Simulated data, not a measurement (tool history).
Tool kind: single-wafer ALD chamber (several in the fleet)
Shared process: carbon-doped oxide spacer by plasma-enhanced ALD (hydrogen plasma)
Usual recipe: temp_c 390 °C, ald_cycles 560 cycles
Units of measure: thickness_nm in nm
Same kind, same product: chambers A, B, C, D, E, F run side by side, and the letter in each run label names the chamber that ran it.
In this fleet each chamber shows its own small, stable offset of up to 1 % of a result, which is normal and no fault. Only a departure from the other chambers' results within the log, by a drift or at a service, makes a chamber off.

run,day,temp_c,ald_cycles,"read-back reference wafer on the same gauge, thickness_nm",thickness_nm
1D,0.354,390,560,25.503,28.225
2B,0.671,390,560,25.515,27.933
3C,1.029,390,560,25.510,27.948
4E,1.354,390,560,25.514,27.917
5A,1.750,390,560,25.514,28.203
6F,2.021,390,560,25.536,27.892
7D,2.412,390,560,25.530,28.242
8C,2.688,390,560,25.517,27.936
9A,3.079,390,560,25.532,28.238
10B,3.546,390,560,25.542,27.966
11F,3.962,386,480,25.532,23.967
12E,4.317,386,480,25.550,23.950
13F,4.583,386,480,25.552,23.960
14E,4.862,386,480,25.564,23.989
15B,5.267,386,480,25.552,24.002
16D,5.521,386,480,25.568,24.199
17A,5.971,390,560,25.560,28.188
18C,6.279,390,560,25.575,28.080
19D,6.662,390,560,25.574,28.214
# day 6.688: chamber A: thermocouple changed; heater temperature recalibrated
20E,6.912,390,560,25.578,28.008
21A,7.175,390,560,25.570,28.256
22C,7.604,390,560,25.591,28.055
23B,8.079,390,560,25.588,27.987
24F,8.492,390,560,25.590,28.012
25D,8.942,390,560,25.595,28.233
26E,9.350,390,560,25.600,28.037
27F,9.796,390,560,25.606,27.971
28B,10.117,390,560,25.605,28.065
29A,10.508,390,560,25.607,28.293
30C,10.996,385,628,25.624,31.456
31C,11.329,385,628,25.608,31.513
32D,11.733,385,628,25.625,31.809
33F,12.125,385,628,25.632,31.454
34B,12.371,385,628,25.631,31.345
35A,12.842,385,628,25.647,31.795
# day 12.846: chamber F: thermocouple changed; heater temperature recalibrated
36E,13.250,390,560,25.629,28.069
37D,13.492,382,560,25.649,28.388
38F,13.846,382,560,25.646,28.003

All 6 chambers run these settings next. Forecast each chamber's results:
39A,14.200,390,520,,?
39B,14.200,390,520,,?
39C,14.200,390,520,,?
39D,14.200,390,520,,?
39E,14.200,390,520,,?
39F,14.200,390,520,,?

run,thickness_nm
39A,26.353
39B,26.083
39C,26.107
39D,26.330
39E,26.024
39F,26.052

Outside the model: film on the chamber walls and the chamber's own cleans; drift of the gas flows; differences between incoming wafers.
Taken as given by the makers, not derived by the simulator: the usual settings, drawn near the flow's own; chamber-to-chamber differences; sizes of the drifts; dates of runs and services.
